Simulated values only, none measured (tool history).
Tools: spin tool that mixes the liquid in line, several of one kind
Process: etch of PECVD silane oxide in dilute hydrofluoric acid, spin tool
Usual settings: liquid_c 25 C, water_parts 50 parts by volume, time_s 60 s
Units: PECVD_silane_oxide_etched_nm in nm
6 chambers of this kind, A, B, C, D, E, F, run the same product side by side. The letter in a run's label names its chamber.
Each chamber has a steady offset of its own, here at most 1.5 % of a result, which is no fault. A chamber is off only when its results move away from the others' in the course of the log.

run   hour  liquid_c  water_parts  time_s  hours since the thermometer was replaced  hours since the hydrofluoric acid flow meter was replaced  read-back film thickness of the PECVD silane oxide reference wafer, read on the same gauge (nm)  PECVD_silane_oxide_etched_nm
 1B   10.6        25           50      60                                    1666.8                                                     1766.9                                                                                           30.013                        30.274
 2C   21.5        25           50      60                                    2284.3                                                      115.2                                                                                           29.972                        29.997
 3A   30.8        25           50      60                                    1997.3                                                      548.9                                                                                           29.996                        30.115
 4F   37.9        25           50      60                                     407.4                                                      882.2                                                                                            29.98                        30.324
 5D   44.9        25           50      60                                     505.4                                                      656.2                                                                                           29.937                        30.288
 6E   52.5        25           50      60                                     563.2                                                      438.9                                                                                           29.948                        29.556
 7F     59        25           50      60                                     428.5                                                      903.3                                                                                           29.969                         30.14
 8A   68.3        25           50      60                                    2034.8                                                      586.4                                                                                           30.017                        30.545
 9C   79.6        25           50      60                                    2342.4                                                      173.3                                                                                            30.01                        29.889
10B   91.7        25           50      60                                    1747.9                                                       1848                                                                                           30.023                        30.738
11E   97.9        25           50      60                                     608.6                                                      484.3                                                                                           30.016                         29.75
12D    109        25           50      60                                     569.5                                                      720.3                                                                                           29.999                        30.431
13C  118.9        25           50      60                                    2381.7                                                      212.6                                                                                           29.998                        30.186
     123.4  -- chamber D: thermometer replaced
14A  129.3        25           50      60                                    2095.8                                                      647.4                                                                                           29.993                        29.783
15E  136.8        25           50      60                                     647.5                                                      523.2                                                                                           30.008                        29.557
16F  144.2        25           50      60                                     513.7                                                      988.5                                                                                           29.985                        30.349
17D  154.2        25           50      60                                      30.8                                                      765.5                                                                                           29.999                         30.02
     158.4  -- chamber C: thermometer replaced
18B  164.7        25           50      60                                    1820.9                                                       1921                                                                                           29.979                        30.178
19D    173        25           50      60                                      49.6                                                      784.3                                                                                           29.986                        30.305
     178.4  -- chamber E: thermometer replaced
     180.8  -- chamber F: hydrofluoric acid flow meter replaced
20E  185.3        22           50      60                                         7                                                      571.7                                                                                           29.995                        26.343
21F  191.1        22           50      60                                     560.6                                                       10.3                                                                                           29.992                        26.292
22C  198.6        22           50      60                                      40.2                                                      292.3                                                                                           29.974                        26.699
23B  205.7        22           50      60                                    1861.9                                                       1962                                                                                           29.964                        26.916
24A  217.6        22           50      60                                    2184.1                                                      735.7                                                                                           30.016                        25.902
25E  226.5        22           50      60                                      48.2                                                      612.9                                                                                           30.014                        26.579
26A  235.1        25           50      60                                    2201.6                                                      753.2                                                                                           29.965                        29.021
27C  247.9        25           35      80                                      89.5                                                      341.6                                                                                           29.983                        57.351
28B  259.8        25           35      80                                      1916                                                     2016.1                                                                                           30.009                         60.44
29F  271.6        25           35      80                                     641.1                                                       90.8                                                                                           29.971                        57.871
30D    279        25           35      80                                     155.6                                                      890.3                                                                                           30.018                        59.265
31C  286.6        25           35      80                                     128.2                                                      380.3                                                                                           30.034                        57.666
32B  299.3        25           35      80                                    1955.5                                                     2055.6                                                                                           29.984                        59.454
33D  309.2        25           50      60                                     185.8                                                      920.5                                                                                            30.05                        29.741
34F  319.8        25           50      60                                     689.3                                                        139                                                                                           29.997                         29.82
35E  329.6        25           50      60                                     151.3                                                        716                                                                                           30.011                        30.173
36A  338.8        25           50      60                                    2305.3                                                      856.9                                                                                           30.006                         28.49
37A    350        25           50      60                                    2316.5                                                      868.1                                                                                           30.036                            28
38C  362.2        25           50      60                                     203.8                                                      455.9                                                                                            29.96                        30.091

Next, every chamber runs the same settings. What will each give?
39A  371.7        25           65      60                                                                                                                                                                                                                                   ?
39B  371.7        25           65      60                                                                                                                                                                                                                                   ?
39C  371.7        25           65      60                                                                                                                                                                                                                                   ?
39D  371.7        25           65      60                                                                                                                                                                                                                                   ?
39E  371.7        25           65      60                                                                                                                                                                                                                                   ?
39F  371.7        25           65      60                                                                                                                                                                                                                                   ?

run  PECVD_silane_oxide_etched_nm
39A                        21.107
39B                        23.033
39C                        22.212
39D                        22.792
39E                        22.352
39F                        22.664

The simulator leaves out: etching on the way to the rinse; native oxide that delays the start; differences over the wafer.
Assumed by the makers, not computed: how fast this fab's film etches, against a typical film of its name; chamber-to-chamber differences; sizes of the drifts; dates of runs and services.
